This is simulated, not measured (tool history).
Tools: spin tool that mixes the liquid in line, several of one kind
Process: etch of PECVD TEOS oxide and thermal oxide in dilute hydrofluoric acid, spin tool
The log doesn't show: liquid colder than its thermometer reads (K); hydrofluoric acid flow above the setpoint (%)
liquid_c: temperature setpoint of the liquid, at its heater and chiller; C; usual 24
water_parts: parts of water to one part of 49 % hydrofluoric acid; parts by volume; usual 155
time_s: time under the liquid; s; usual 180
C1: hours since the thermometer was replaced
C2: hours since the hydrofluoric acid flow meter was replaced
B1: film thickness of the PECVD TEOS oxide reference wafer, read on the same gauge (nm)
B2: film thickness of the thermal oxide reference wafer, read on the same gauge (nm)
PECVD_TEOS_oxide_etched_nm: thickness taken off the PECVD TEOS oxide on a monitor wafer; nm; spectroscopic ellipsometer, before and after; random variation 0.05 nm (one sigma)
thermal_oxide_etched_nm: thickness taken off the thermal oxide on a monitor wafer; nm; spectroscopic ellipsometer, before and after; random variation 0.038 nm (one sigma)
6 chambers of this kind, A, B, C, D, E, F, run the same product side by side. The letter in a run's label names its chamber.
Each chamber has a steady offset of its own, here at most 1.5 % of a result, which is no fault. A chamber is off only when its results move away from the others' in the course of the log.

Run 1C, day 0.471: usual settings; C1 988.4; C2 217.9; B1 40; B2 149.99. Result: PECVD_TEOS_oxide_etched_nm 9.3016 nm, thermal_oxide_etched_nm 5.1607 nm.
Run 2D, day 0.729: usual settings; C1 207.7; C2 829.4; B1 40.012; B2 150.02. Result: PECVD_TEOS_oxide_etched_nm 9.4687 nm, thermal_oxide_etched_nm 5.1399 nm.
Run 3A, day 1.267: usual settings; C1 381.1; C2 456.2; B1 40.01; B2 149.98. Result: PECVD_TEOS_oxide_etched_nm 9.276 nm, thermal_oxide_etched_nm 5.1275 nm.
Run 4F, day 1.7: usual settings; C1 1211.2; C2 1347.6; B1 40.004; B2 150. Result: PECVD_TEOS_oxide_etched_nm 9.2494 nm, thermal_oxide_etched_nm 5.0563 nm.
Run 5E, day 2.25: usual settings; C1 474.9; C2 1185.1; B1 40.021; B2 150. Result: PECVD_TEOS_oxide_etched_nm 9.3338 nm, thermal_oxide_etched_nm 5.1552 nm.
Run 6B, day 2.612: usual settings; C1 2833.3; C2 910.2; B1 39.989; B2 149.99. Result: PECVD_TEOS_oxide_etched_nm 9.2757 nm, thermal_oxide_etched_nm 5.1586 nm.
Run 7A, day 3.171: usual settings; C1 426.8; C2 501.9; B1 40.015; B2 150.02. Result: PECVD_TEOS_oxide_etched_nm 9.3749 nm, thermal_oxide_etched_nm 5.0747 nm.
Run 8B, day 3.75: usual settings; C1 2860.6; C2 937.5; B1 40.041; B2 150. Result: PECVD_TEOS_oxide_etched_nm 9.4099 nm, thermal_oxide_etched_nm 5.1686 nm.
Run 9E, day 4.325: usual settings; C1 524.7; C2 1234.9; B1 40.026; B2 150.02. Result: PECVD_TEOS_oxide_etched_nm 9.3613 nm, thermal_oxide_etched_nm 5.2084 nm.
Run 10D, day 4.604: usual settings; C1 300.7; C2 922.4; B1 39.989; B2 150.02. Result: PECVD_TEOS_oxide_etched_nm 9.3991 nm, thermal_oxide_etched_nm 5.1959 nm.
Run 11F, day 5.088: usual settings; C1 1292.5; C2 1428.9; B1 40.014; B2 150.01. Result: PECVD_TEOS_oxide_etched_nm 9.3601 nm, thermal_oxide_etched_nm 5.1062 nm.
Run 12C, day 5.688: usual settings but water_parts 110 parts by volume, time_s 125 s; C1 1113.6; C2 343.1; B1 39.957; B2 150. Result: PECVD_TEOS_oxide_etched_nm 9.6631 nm, thermal_oxide_etched_nm 5.3351 nm.
Run 13E, day 6.262: usual settings but water_parts 110 parts by volume, time_s 125 s; C1 571.2; C2 1281.4; B1 39.971; B2 149.99. Result: PECVD_TEOS_oxide_etched_nm 9.7321 nm, thermal_oxide_etched_nm 5.2328 nm.
At day 6.642: chamber B: thermometer replaced.
Run 14D, day 6.646: usual settings but water_parts 110 parts by volume, time_s 125 s; C1 349.7; C2 971.4; B1 40; B2 149.99. Result: PECVD_TEOS_oxide_etched_nm 9.5629 nm, thermal_oxide_etched_nm 5.2873 nm.
Run 15A, day 7.125: usual settings but water_parts 110 parts by volume, time_s 125 s; C1 521.7; C2 596.8; B1 39.981; B2 150. Result: PECVD_TEOS_oxide_etched_nm 9.6835 nm, thermal_oxide_etched_nm 5.2267 nm.
Run 16B, day 7.504: usual settings but water_parts 110 parts by volume, time_s 125 s; C1 20.7; C2 1027.6; B1 40.012; B2 150. Result: PECVD_TEOS_oxide_etched_nm 9.5573 nm, thermal_oxide_etched_nm 5.2234 nm.
Run 17C, day 7.938: usual settings but water_parts 110 parts by volume, time_s 125 s; C1 1167.6; C2 397.1; B1 40.002; B2 150.01. Result: PECVD_TEOS_oxide_etched_nm 9.7246 nm, thermal_oxide_etched_nm 5.4066 nm.
Run 18F, day 8.292: usual settings; C1 1369.4; C2 1505.8; B1 40.011; B2 150.02. Result: PECVD_TEOS_oxide_etched_nm 9.2956 nm, thermal_oxide_etched_nm 5.0343 nm.
Run 19F, day 8.875: usual settings; C1 1383.4; C2 1519.8; B1 40.003; B2 149.99. Result: PECVD_TEOS_oxide_etched_nm 9.359 nm, thermal_oxide_etched_nm 5.1369 nm.
At day 9.071: chamber D: hydrofluoric acid flow meter replaced.
Run 20D, day 9.208: usual settings; C1 411.2; C2 3.3; B1 39.988; B2 150.01. Result: PECVD_TEOS_oxide_etched_nm 9.3597 nm, thermal_oxide_etched_nm 5.0925 nm.
Run 21A, day 9.629: usual settings; C1 581.8; C2 656.9; B1 40.021; B2 149.99. Result: PECVD_TEOS_oxide_etched_nm 9.3836 nm, thermal_oxide_etched_nm 5.0549 nm.
Run 22C, day 10.167: usual settings; C1 1221.1; C2 450.6; B1 40.014; B2 149.99. Result: PECVD_TEOS_oxide_etched_nm 9.3622 nm, thermal_oxide_etched_nm 5.1647 nm.
Run 23B, day 10.65: usual settings; C1 96.2; C2 1103.1; B1 39.994; B2 149.99. Result: PECVD_TEOS_oxide_etched_nm 9.2906 nm, thermal_oxide_etched_nm 5.1862 nm.
Run 24E, day 11.133: usual settings; C1 688.1; C2 1398.3; B1 39.992; B2 150. Result: PECVD_TEOS_oxide_etched_nm 9.3789 nm, thermal_oxide_etched_nm 5.1219 nm.
Run 25C, day 11.492: usual settings; C1 1252.9; C2 482.4; B1 40.013; B2 150.01. Result: PECVD_TEOS_oxide_etched_nm 9.4189 nm, thermal_oxide_etched_nm 5.1501 nm.
Run 26B, day 12.029: usual settings; C1 129.3; C2 1136.2; B1 39.982; B2 150.01. Result: PECVD_TEOS_oxide_etched_nm 9.2372 nm, thermal_oxide_etched_nm 5.12 nm.
Run 27F, day 12.604: usual settings; C1 1472.9; C2 1609.3; B1 39.987; B2 150. Result: PECVD_TEOS_oxide_etched_nm 9.3549 nm, thermal_oxide_etched_nm 5.1834 nm.
Run 28D, day 13.092: usual settings but time_s 240 s; C1 504.4; C2 96.5; B1 39.971; B2 150.02. Result: PECVD_TEOS_oxide_etched_nm 12.396 nm, thermal_oxide_etched_nm 6.7761 nm.
At day 13.238: chamber A: thermometer replaced.
Run 29E, day 13.517: usual settings but time_s 240 s; C1 745.3; C2 1455.5; B1 40.016; B2 150. Result: PECVD_TEOS_oxide_etched_nm 12.506 nm, thermal_oxide_etched_nm 6.8599 nm.
Run 30A, day 14.096: usual settings but time_s 240 s; C1 20.6; C2 764.1; B1 40.028; B2 150.01. Result: PECVD_TEOS_oxide_etched_nm 12.402 nm, thermal_oxide_etched_nm 6.8106 nm.
Run 31D, day 14.692: usual settings but time_s 240 s; C1 542.8; C2 134.9; B1 39.969; B2 149.98. Result: PECVD_TEOS_oxide_etched_nm 12.479 nm, thermal_oxide_etched_nm 6.7919 nm.
Run 32A, day 15.238: usual settings but time_s 240 s; C1 48; C2 791.5; B1 39.988; B2 149.99. Result: PECVD_TEOS_oxide_etched_nm 12.566 nm, thermal_oxide_etched_nm 6.7958 nm.
Run 33F, day 15.825: usual settings but time_s 240 s; C1 1550.2; C2 1686.6; B1 39.962; B2 150. Result: PECVD_TEOS_oxide_etched_nm 12.436 nm, thermal_oxide_etched_nm 6.9574 nm.
Run 34E, day 16.304: usual settings; C1 812.2; C2 1522.4; B1 39.983; B2 149.99. Result: PECVD_TEOS_oxide_etched_nm 9.3895 nm, thermal_oxide_etched_nm 5.0757 nm.
Run 35B, day 16.638: usual settings; C1 239.9; C2 1246.8; B1 40.007; B2 149.98. Result: PECVD_TEOS_oxide_etched_nm 9.334 nm, thermal_oxide_etched_nm 5.1532 nm.
Run 36C, day 17.171: usual settings; C1 1389.2; C2 618.7; B1 40.033; B2 150. Result: PECVD_TEOS_oxide_etched_nm 9.3552 nm, thermal_oxide_etched_nm 5.1993 nm.
Run 37F, day 17.658: usual settings but water_parts 105 parts by volume; C1 1594.2; C2 1730.6; B1 39.967; B2 150.01. Result: PECVD_TEOS_oxide_etched_nm 14.492 nm, thermal_oxide_etched_nm 7.9763 nm.
Run 38D, day 18.171: usual settings but water_parts 105 parts by volume; C1 626.3; C2 218.4; B1 39.995; B2 150.01. Result: PECVD_TEOS_oxide_etched_nm 14.688 nm, thermal_oxide_etched_nm 7.9742 nm.

Next, every chamber runs the same settings. What will each give?
Run 39A, day 18.6: usual settings but liquid_c 27 C. Result: PECVD_TEOS_oxide_etched_nm ?, thermal_oxide_etched_nm ?.
Run 39B, day 18.6: usual settings but liquid_c 27 C. Result: PECVD_TEOS_oxide_etched_nm ?, thermal_oxide_etched_nm ?.
Run 39C, day 18.6: usual settings but liquid_c 27 C. Result: PECVD_TEOS_oxide_etched_nm ?, thermal_oxide_etched_nm ?.
Run 39D, day 18.6: usual settings but liquid_c 27 C. Result: PECVD_TEOS_oxide_etched_nm ?, thermal_oxide_etched_nm ?.
Run 39E, day 18.6: usual settings but liquid_c 27 C. Result: PECVD_TEOS_oxide_etched_nm ?, thermal_oxide_etched_nm ?.
Run 39F, day 18.6: usual settings but liquid_c 27 C. Result: PECVD_TEOS_oxide_etched_nm ?, thermal_oxide_etched_nm ?.

run  PECVD_TEOS_oxide_etched_nm  thermal_oxide_etched_nm
39A                      10.547                   5.7501
39B                      10.482                   5.7323
39C                      10.507                   5.7729
39D                      10.549                   5.7469
39E                      10.512                   5.7361
39F                      10.332                   5.7057
